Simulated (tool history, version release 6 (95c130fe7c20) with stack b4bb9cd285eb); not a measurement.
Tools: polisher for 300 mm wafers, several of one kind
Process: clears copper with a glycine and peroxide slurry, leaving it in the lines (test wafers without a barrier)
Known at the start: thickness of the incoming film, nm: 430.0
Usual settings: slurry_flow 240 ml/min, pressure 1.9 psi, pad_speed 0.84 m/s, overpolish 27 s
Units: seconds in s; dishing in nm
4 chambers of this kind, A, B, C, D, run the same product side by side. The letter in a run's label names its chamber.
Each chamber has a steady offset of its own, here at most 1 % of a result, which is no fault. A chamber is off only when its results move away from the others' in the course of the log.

| run | day | slurry_flow | pressure | pad_speed | overpolish | wafers polished on this pad | hours since the slurry nozzle was cleaned | hours since the head pressure was calibrated | seconds | dishing |
|---|---|---|---|---|---|---|---|---|---|---|
|  | 0.300 | chamber A: slurry nozzle cleaned |
| 1C | 0.392 | 240 | 1.9 | 0.84 | 27 | 264 | 270.6 | 163.7 | 138.70 | 54.330 |
| 2B | 0.717 | 240 | 1.9 | 0.84 | 27 | 188 | 97.0 | 659.1 | 141.04 | 54.827 |
| 3D | 1.012 | 240 | 1.9 | 0.84 | 27 | 1084 | 58.2 | 58.5 | 138.82 | 53.733 |
|  | 1.033 | chamber A: worn pad replaced by a new one |
| 4A | 1.242 | 240 | 1.9 | 0.84 | 27 | 43 | 22.7 | 538.6 | 138.24 | 55.810 |
| 5C | 1.692 | 240 | 1.9 | 0.84 | 27 | 537 | 301.8 | 194.9 | 138.37 | 56.052 |
|  | 1.812 | chamber D: worn pad replaced by a new one |
| 6B | 2.004 | 240 | 1.9 | 0.84 | 27 | 458 | 127.9 | 690.0 | 140.35 | 55.355 |
|  | 2.379 | chamber C: slurry nozzle cleaned |
| 7A | 2.429 | 240 | 1.9 | 0.84 | 27 | 293 | 51.2 | 567.1 | 141.52 | 55.493 |
| 8D | 2.804 | 240 | 1.9 | 0.84 | 27 | 208 | 101.2 | 101.5 | 141.66 | 56.007 |
| 9B | 3.229 | 240 | 1.9 | 0.84 | 27 | 715 | 157.3 | 719.4 | 139.94 | 54.153 |
| 10A | 3.475 | 240 | 1.9 | 0.84 | 27 | 512 | 76.3 | 592.2 | 140.36 | 55.809 |
| 11C | 3.904 | 240 | 1.9 | 0.84 | 27 | 1002 | 36.6 | 248.0 | 138.45 | 56.004 |
| 12D | 4.308 | 240 | 1.9 | 0.84 | 27 | 524 | 137.3 | 137.6 | 141.05 | 55.164 |
| 13B | 4.654 | 240 | 1.9 | 0.84 | 27 | 1014 | 191.5 | 753.6 | 138.21 | 55.184 |
| 14D | 4.908 | 240 | 1.9 | 0.84 | 27 | 650 | 151.7 | 152.0 | 141.06 | 54.914 |
| 15A | 5.217 | 240 | 1.4 | 0.84 | 38 | 878 | 118.1 | 634.0 | 173.33 | 60.991 |
| 16C | 5.662 | 240 | 1.4 | 0.84 | 38 | 1371 | 78.8 | 290.2 | 177.19 | 60.466 |
|  | 5.838 | chamber A: worn pad replaced by a new one |
|  | 5.888 | chamber B: worn pad replaced by a new one |
| 17C | 5.892 | 240 | 1.4 | 0.84 | 38 | 1419 | 84.3 | 295.7 | 179.62 | 61.145 |
|  | 6.171 | chamber B: slurry nozzle cleaned |
| 18B | 6.183 | 240 | 1.4 | 0.84 | 38 | 62 | 0.4 | 790.3 | 172.97 | 61.585 |
| 19D | 6.638 | 240 | 1.9 | 0.84 | 27 | 1013 | 193.2 | 193.5 | 141.92 | 55.986 |
| 20A | 7.029 | 180 | 1.9 | 0.84 | 27 | 251 | 161.6 | 677.5 | 145.76 | 52.213 |
| 21C | 7.371 | 180 | 1.9 | 0.84 | 27 | 1730 | 119.8 | 331.2 | 147.70 | 52.698 |
| 22D | 7.625 | 180 | 1.9 | 0.84 | 27 | 1221 | 216.9 | 217.2 | 146.87 | 53.675 |
| 23A | 7.908 | 180 | 1.9 | 0.84 | 27 | 435 | 182.7 | 698.6 | 145.65 | 52.910 |
| 24B | 8.133 | 240 | 1.9 | 0.66 | 27 | 471 | 47.2 | 837.1 | 165.42 | 48.889 |
|  | 8.179 | chamber D: worn pad replaced by a new one |
| 25C | 8.408 | 240 | 1.9 | 0.66 | 27 | 1948 | 144.7 | 356.1 | 172.19 | 47.385 |
| 26A | 8.675 | 240 | 1.9 | 0.66 | 27 | 596 | 201.1 | 717.0 | 168.77 | 46.584 |
| 27B | 9.083 | 240 | 1.9 | 0.66 | 27 | 671 | 70.0 | 859.9 | 168.94 | 49.033 |
| 28D | 9.533 | 240 | 1.9 | 0.84 | 27 | 285 | 262.7 | 263.0 | 139.65 | 54.958 |
| 29B | 9.904 | 240 | 1.9 | 0.84 | 27 | 843 | 89.7 | 879.6 | 143.11 | 54.397 |
| 30A | 10.312 | 240 | 1.9 | 0.84 | 27 | 940 | 240.4 | 756.3 | 139.70 | 55.194 |
| 31C | 10.558 | 240 | 1.9 | 0.84 | 27 | 2399 | 196.3 | 407.7 | 148.61 | 53.219 |
| 32D | 10.900 | 240 | 1.9 | 0.84 | 27 | 572 | 295.5 | 295.8 | 138.69 | 56.304 |
|  | 11.121 | chamber A: worn pad replaced by a new one |
| 33C | 11.296 | 240 | 1.9 | 0.84 | 27 | 2554 | 214.0 | 425.4 | 147.92 | 52.721 |
| 34A | 11.679 | 240 | 1.9 | 0.84 | 35 | 117 | 273.2 | 789.1 | 140.61 | 66.820 |
| 35D | 12.067 | 240 | 1.9 | 0.84 | 35 | 817 | 323.5 | 323.8 | 139.35 | 68.489 |
|  | 12.500 | chamber B: worn pad replaced by a new one |
| 36B | 12.512 | 240 | 1.9 | 0.84 | 35 | 3 | 152.3 | 942.2 | 138.52 | 69.714 |
| 37B | 12.771 | 240 | 1.9 | 0.84 | 35 | 57 | 158.5 | 948.4 | 140.31 | 68.632 |
| 38D | 13.046 | 240 | 1.9 | 0.84 | 27 | 1022 | 347.0 | 347.3 | 141.73 | 54.199 |
| 39A | 13.346 | 240 | 1.9 | 0.84 | 27 | 467 | 313.2 | 829.1 | 142.01 | 54.686 |
| 40C | 13.583 | 240 | 1.9 | 0.84 | 27 | 3035 | 268.9 | 480.3 | 152.74 | 52.197 |

What goes on in this fleet: one chamber off, a drifting gauge, or nothing beyond the chambers' own small offsets? Name the chamber and the cause, if any.

Chamber C drifts away from the others.
Cause: removal rate lost through wear of the pad, % = 8.23.
The log may not tell that from: slurry flow missing at the pad, %; head's pressure below its setpoint, %.

Here are 4 candidates for chamber C's next run, each the usual settings with a change, their results left as question marks. Which one brings its results back in line with what the others give on the usual settings?
In line means no further than this from the other chambers' mean on the usual settings: seconds 4.60 s; dishing 2.300 nm
| 41C-1 | 13.925 | 245 | 2.1 | 0.92 | 27 |  |  |  | ? | ? |
| 41C-2 | 13.925 | 240 | 1.8 | 0.80 | 27 |  |  |  | ? | ? |
| 41C-3 | 13.925 | 240 | 2.0 | 0.88 | 27 |  |  |  | ? | ? |
| 41C-4 | 13.925 | 235 | 1.7 | 0.78 | 27 |  |  |  | ? | ? |

The other chambers' mean on the usual settings: seconds 140.84 s; dishing 55.227 nm
| run | seconds | dishing |
|---|---|---|
| 41C-1 | 132.10 | 58.038 |
| 41C-2 | 164.47 | 48.298 |
| 41C-3 | 142.09 | 54.633 |
| 41C-4 | 174.72 | 45.829 |
41C-3 brings the chamber back in line.
